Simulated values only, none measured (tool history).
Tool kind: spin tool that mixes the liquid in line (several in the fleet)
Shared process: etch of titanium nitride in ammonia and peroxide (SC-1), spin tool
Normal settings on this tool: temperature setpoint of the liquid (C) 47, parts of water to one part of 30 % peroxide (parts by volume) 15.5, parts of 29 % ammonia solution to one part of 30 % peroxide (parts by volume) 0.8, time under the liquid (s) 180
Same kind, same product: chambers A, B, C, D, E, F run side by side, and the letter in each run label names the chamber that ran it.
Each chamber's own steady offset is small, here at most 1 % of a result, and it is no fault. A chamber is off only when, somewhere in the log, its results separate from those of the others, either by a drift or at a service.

run   hour  temperature setpoint of the liquid (C)  parts of water to one part of 30 % peroxide (parts by volume)  parts of 29 % ammonia solution to one part of 30 % peroxide (parts by volume)  time under the liquid (s)  read-back film thickness of the titanium nitride reference wafer, read on the same gauge (nm)  thickness taken off the titanium nitride on a monitor wafer (angstrom)
 1A    7.9                                      47                                                           15.5                                                                            0.8                        180                                                                                         89.993                                                                  61.092
 2F   12.4                                      47                                                           15.5                                                                            0.8                        180                                                                                         89.954                                                                  61.257
 3E   20.8                                      47                                                           15.5                                                                            0.8                        180                                                                                         89.978                                                                  61.561
 4D   29.5                                      47                                                           15.5                                                                            0.8                        180                                                                                         89.993                                                                  60.728
 5B   37.9                                      47                                                           15.5                                                                            0.8                        180                                                                                         90.029                                                                  60.994
 6C     42                                      47                                                           15.5                                                                            0.8                        180                                                                                         89.965                                                                  60.737
 7E   47.5                                      47                                                           15.5                                                                            0.8                        180                                                                                         90.003                                                                  61.913
 8D     56                                      47                                                           15.5                                                                            0.8                        180                                                                                         90.015                                                                  60.516
 9C     63                                      47                                                           15.5                                                                            0.8                        180                                                                                         90.005                                                                   61.15
10F   66.8                                      47                                                           15.5                                                                            0.8                        180                                                                                         89.989                                                                  61.438
11A   73.9                                      47                                                           15.5                                                                            0.8                        180                                                                                         90.022                                                                  61.059
        77  -- chamber B: new drum of ammonia solution connected
12B   79.9                                      47                                                           15.5                                                                            0.8                        180                                                                                         90.018                                                                   61.08
13B   85.4                                      47                                                           15.5                                                                            0.8                        180                                                                                         89.955                                                                  61.282
14A   91.2                                      47                                                           15.5                                                                            0.8                        180                                                                                         89.984                                                                  61.323
15C   95.6                                      47                                                           15.5                                                                            0.8                        180                                                                                         89.985                                                                  61.551
16F   99.5                                      47                                                              8                                                                            0.8                        180                                                                                         89.981                                                                  85.766
17E  108.3                                      47                                                              8                                                                            0.8                        180                                                                                          89.98                                                                  86.949
18D  113.6                                      47                                                              8                                                                            0.8                        180                                                                                          90.01                                                                   85.91
     114.2  -- chamber B: ammonia flow meter replaced
19B  119.1                                      47                                                              8                                                                            0.8                        180                                                                                         90.024                                                                  86.504
20E  123.6                                      47                                                              8                                                                            0.8                        180                                                                                         90.005                                                                  87.069
21A  132.4                                      47                                                              8                                                                            0.8                        180                                                                                         90.032                                                                  85.962
     133.7  -- chamber F: new drum of ammonia solution connected
22C  137.7                                      47                                                           15.5                                                                            0.8                        180                                                                                         89.987                                                                  61.494
23D  142.7                                      47                                                           15.5                                                                            0.8                        180                                                                                         89.983                                                                  61.109
24F  146.5                                      47                                                           15.5                                                                            0.8                        180                                                                                         90.032                                                                  61.151
25E  150.6                                      47                                                           15.5                                                                            0.8                        180                                                                                         90.019                                                                  61.996
26A  155.2                                      47                                                           15.5                                                                            0.8                        180                                                                                         89.955                                                                  61.331
27C  162.6                                      47                                                           15.5                                                                            0.8                        180                                                                                         89.968                                                                  61.388
     170.1  -- chamber F: ammonia flow meter replaced
28F  171.5                                      47                                                           15.5                                                                            0.8                        180                                                                                         89.971                                                                  61.187
     174.9  -- chamber A: thermometer replaced
     177.3  -- chamber E: thermometer replaced
29B  177.4                                      47                                                           15.5                                                                            0.8                        180                                                                                          90.04                                                                  61.321
30D  182.6                                      47                                                           15.5                                                                            0.8                        180                                                                                         89.996                                                                   60.76
31B  191.4                                      47                                                           15.5                                                                            0.8                        180                                                                                         89.996                                                                  61.452
     196.1  -- chamber C: heated supply line repaired
32A  197.1                                      47                                                           15.5                                                                            0.8                        180                                                                                         90.035                                                                  61.351
33D  203.3                                      47                                                           15.5                                                                            0.8                        180                                                                                         90.042                                                                  60.712
34E  209.4                                      47                                                           15.5                                                                            0.8                        180                                                                                          89.99                                                                   62.09
35C    216                                      47                                                           15.5                                                                            0.8                        180                                                                                         90.047                                                                  61.396
36F    224                                      47                                                           15.5                                                                            0.8                        180                                                                                         90.042                                                                  61.228
37C  231.6                                      47                                                           15.5                                                                            0.8                        180                                                                                         90.034                                                                   61.61
38B  235.8                                      47                                                           15.5                                                                            0.8                        180                                                                                         90.043                                                                  61.365

Predict what each chamber gives when all 6 of them run the settings below next.
39A  242.2                                      47                                                           18.5                                                                            0.8                        180                                                                                                                                                                      ?
39B  242.2                                      47                                                           18.5                                                                            0.8                        180                                                                                                                                                                      ?
39C  242.2                                      47                                                           18.5                                                                            0.8                        180                                                                                                                                                                      ?
39D  242.2                                      47                                                           18.5                                                                            0.8                        180                                                                                                                                                                      ?
39E  242.2                                      47                                                           18.5                                                                            0.8                        180                                                                                                                                                                      ?
39F  242.2                                      47                                                           18.5                                                                            0.8                        180                                                                                                                                                                      ?

run  thickness taken off the titanium nitride on a monitor wafer (angstrom)
39A                                                                  56.034
39B                                                                   55.75
39C                                                                  55.581
39D                                                                  55.414
39E                                                                  56.235
39F                                                                  55.899
